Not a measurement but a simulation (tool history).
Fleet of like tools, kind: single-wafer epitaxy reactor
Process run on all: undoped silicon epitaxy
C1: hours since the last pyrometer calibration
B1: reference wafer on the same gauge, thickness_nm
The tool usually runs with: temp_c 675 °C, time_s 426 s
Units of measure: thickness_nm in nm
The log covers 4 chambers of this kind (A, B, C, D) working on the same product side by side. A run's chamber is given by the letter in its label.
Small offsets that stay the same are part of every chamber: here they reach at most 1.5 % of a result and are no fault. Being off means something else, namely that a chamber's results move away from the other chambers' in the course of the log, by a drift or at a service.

{"run": "1B", "hour": 9.3, "temp_c": 675, "time_s": 426, "C1": 854.6, "B1": 122.07, "thickness_nm": 119.68}
{"run": "2D", "hour": 21.6, "temp_c": 675, "time_s": 426, "C1": 132.3, "B1": 122.06, "thickness_nm": 121.44}
{"run": "3A", "hour": 28.7, "temp_c": 675, "time_s": 426, "C1": 919.3, "B1": 122.04, "thickness_nm": 119.72}
{"run": "4C", "hour": 40.5, "temp_c": 675, "time_s": 426, "C1": 580.1, "B1": 122.2, "thickness_nm": 120.44}
{"run": "5A", "hour": 50.4, "temp_c": 675, "time_s": 426, "C1": 941, "B1": 122.1, "thickness_nm": 120.81}
{"run": "6B", "hour": 57.5, "temp_c": 675, "time_s": 506, "C1": 902.8, "B1": 121.95, "thickness_nm": 143.12}
{"run": "7D", "hour": 64.5, "temp_c": 675, "time_s": 506, "C1": 175.2, "B1": 122.01, "thickness_nm": 144.72}
{"run": "8C", "hour": 74.2, "temp_c": 675, "time_s": 506, "C1": 613.8, "B1": 122.03, "thickness_nm": 143.86}
{"run": "9B", "hour": 86.2, "temp_c": 675, "time_s": 506, "C1": 931.5, "B1": 122.09, "thickness_nm": 143.34}
{"run": "10D", "hour": 95.7, "temp_c": 681, "time_s": 465, "C1": 206.4, "B1": 121.91, "thickness_nm": 149.81}
{"run": "11C", "hour": 106.4, "temp_c": 681, "time_s": 465, "C1": 646, "B1": 122.02, "thickness_nm": 149.11}
{"run": "12A", "hour": 120.3, "temp_c": 681, "time_s": 465, "C1": 1010.9, "B1": 121.94, "thickness_nm": 149.66}
{"run": "13C", "hour": 131.7, "temp_c": 681, "time_s": 465, "C1": 671.3, "B1": 122.13, "thickness_nm": 150.74}
{"run": "14A", "hour": 139.2, "temp_c": 675, "time_s": 426, "C1": 1029.8, "B1": 122.06, "thickness_nm": 121.94}
{"run": "15B", "hour": 154.5, "temp_c": 675, "time_s": 426, "C1": 999.8, "B1": 122.13, "thickness_nm": 119.39}
{"run": "16D", "hour": 169.7, "temp_c": 675, "time_s": 426, "C1": 280.4, "B1": 122.07, "thickness_nm": 121.57}
{"run": "17B", "hour": 176.4, "temp_c": 666, "time_s": 485, "C1": 1021.7, "B1": 122, "thickness_nm": 112.54}
{"run": "18C", "hour": 188.0, "temp_c": 666, "time_s": 485, "C1": 727.6, "B1": 121.99, "thickness_nm": 113.19}
{"run": "19A", "hour": 202.2, "temp_c": 666, "time_s": 485, "C1": 1092.8, "B1": 122.01, "thickness_nm": 113.04}
{"run": "20D", "hour": 215.6, "temp_c": 666, "time_s": 485, "C1": 326.3, "B1": 122, "thickness_nm": 114.41}
{"run": "21C", "hour": 229.6, "temp_c": 675, "time_s": 426, "C1": 769.2, "B1": 121.93, "thickness_nm": 119.39}
{"run": "22A", "hour": 243.1, "temp_c": 675, "time_s": 426, "C1": 1133.7, "B1": 121.93, "thickness_nm": 121.9}
{"run": "23D", "hour": 250.0, "temp_c": 675, "time_s": 426, "C1": 360.7, "B1": 121.92, "thickness_nm": 121.91}
{"run": "24B", "hour": 265.0, "temp_c": 675, "time_s": 426, "C1": 1110.3, "B1": 122.11, "thickness_nm": 119.7}
{"run": "25B", "hour": 279.8, "temp_c": 675, "time_s": 504, "C1": 1125.1, "B1": 122, "thickness_nm": 141.15}
{"run": "26D", "hour": 293.5, "temp_c": 675, "time_s": 504, "C1": 404.2, "B1": 121.88, "thickness_nm": 143.34}
{"run": "27C", "hour": 304.9, "temp_c": 675, "time_s": 504, "C1": 844.5, "B1": 121.99, "thickness_nm": 139.24}
{"run": "28A", "hour": 315.5, "temp_c": 675, "time_s": 504, "C1": 1206.1, "B1": 122.08, "thickness_nm": 143.8}
{"hour": 321.6, "done": "chamber A: pyrometer calibrated"}
{"run": "29B", "hour": 330.9, "temp_c": 675, "time_s": 426, "C1": 1176.2, "B1": 122.01, "thickness_nm": 119.51}
{"run": "30A", "hour": 345.3, "temp_c": 675, "time_s": 426, "C1": 23.8, "B1": 121.96, "thickness_nm": 121.93}
{"run": "31C", "hour": 358.9, "temp_c": 675, "time_s": 426, "C1": 898.5, "B1": 121.97, "thickness_nm": 116.29}
{"run": "32D", "hour": 366.2, "temp_c": 662, "time_s": 364, "C1": 476.9, "B1": 122.02, "thickness_nm": 79.141}
{"run": "33D", "hour": 380.9, "temp_c": 662, "time_s": 364, "C1": 491.6, "B1": 122.01, "thickness_nm": 79.404}
{"run": "34B", "hour": 392.1, "temp_c": 662, "time_s": 364, "C1": 1237.4, "B1": 122.04, "thickness_nm": 77.785}
{"run": "35A", "hour": 401.5, "temp_c": 662, "time_s": 364, "C1": 80, "B1": 121.98, "thickness_nm": 78.297}
{"run": "36C", "hour": 408.2, "temp_c": 675, "time_s": 426, "C1": 947.8, "B1": 121.89, "thickness_nm": 116.34}
{"run": "37A", "hour": 421.3, "temp_c": 675, "time_s": 426, "C1": 99.8, "B1": 121.8, "thickness_nm": 121.67}
{"run": "38D", "hour": 430.8, "temp_c": 675, "time_s": 426, "C1": 541.5, "B1": 122, "thickness_nm": 120.34}
{"run": "39B", "hour": 444.2, "temp_c": 675, "time_s": 426, "C1": 1289.5, "B1": 121.94, "thickness_nm": 119.54}
{"run": "40C", "hour": 452.1, "temp_c": 675, "time_s": 426, "C1": 991.7, "B1": 121.9, "thickness_nm": 116.26}
{"run": "41D", "hour": 464.6, "temp_c": 686, "time_s": 426, "C1": 575.3, "B1": 121.88, "thickness_nm": 151.57}
{"run": "42A", "hour": 474.1, "temp_c": 686, "time_s": 426, "C1": 152.6, "B1": 121.89, "thickness_nm": 153.58}
{"run": "43C", "hour": 482.0, "temp_c": 686, "time_s": 426, "C1": 1021.6, "B1": 121.76, "thickness_nm": 143.13}
{"run": "44B", "hour": 493.9, "temp_c": 686, "time_s": 426, "C1": 1339.2, "B1": 122.04, "thickness_nm": 150.29}

Does one chamber stand apart from the rest, does the shared gauge drift, or is all well apart from small per-chamber offsets? Give the chamber and the most likely cause, where there is one.

It is chamber C that slowly wanders off from its peers.
What lies behind it: wafer temperature below the value expected at the setpoint (K) = 2.73.

Here are 4 candidates for chamber C's next run, each the usual settings with a change, their results left as question marks. Which one brings its results back in line with what the others give on the usual settings?
Counts as in line when no further than this from what the other chambers average on the usual settings: thickness_nm 2 nm
{"run": "45C-1", "hour": 505.0, "temp_c": 673, "time_s": 419, "thickness_nm": "?"}
{"run": "45C-2", "hour": 505.0, "temp_c": 677, "time_s": 433, "thickness_nm": "?"}
{"run": "45C-3", "hour": 505.0, "temp_c": 680, "time_s": 426, "thickness_nm": "?"}
{"run": "45C-4", "hour": 505.0, "temp_c": 670, "time_s": 426, "thickness_nm": "?"}

What the other chambers average on the usual settings: thickness_nm 120.67 nm
run=45C-1 thickness_nm=107.56
run=45C-2 thickness_nm=120.93
run=45C-3 thickness_nm=126.69
run=45C-4 thickness_nm=102.6
Change 45C-2 lands the chamber within the allowed miss of the other chambers.

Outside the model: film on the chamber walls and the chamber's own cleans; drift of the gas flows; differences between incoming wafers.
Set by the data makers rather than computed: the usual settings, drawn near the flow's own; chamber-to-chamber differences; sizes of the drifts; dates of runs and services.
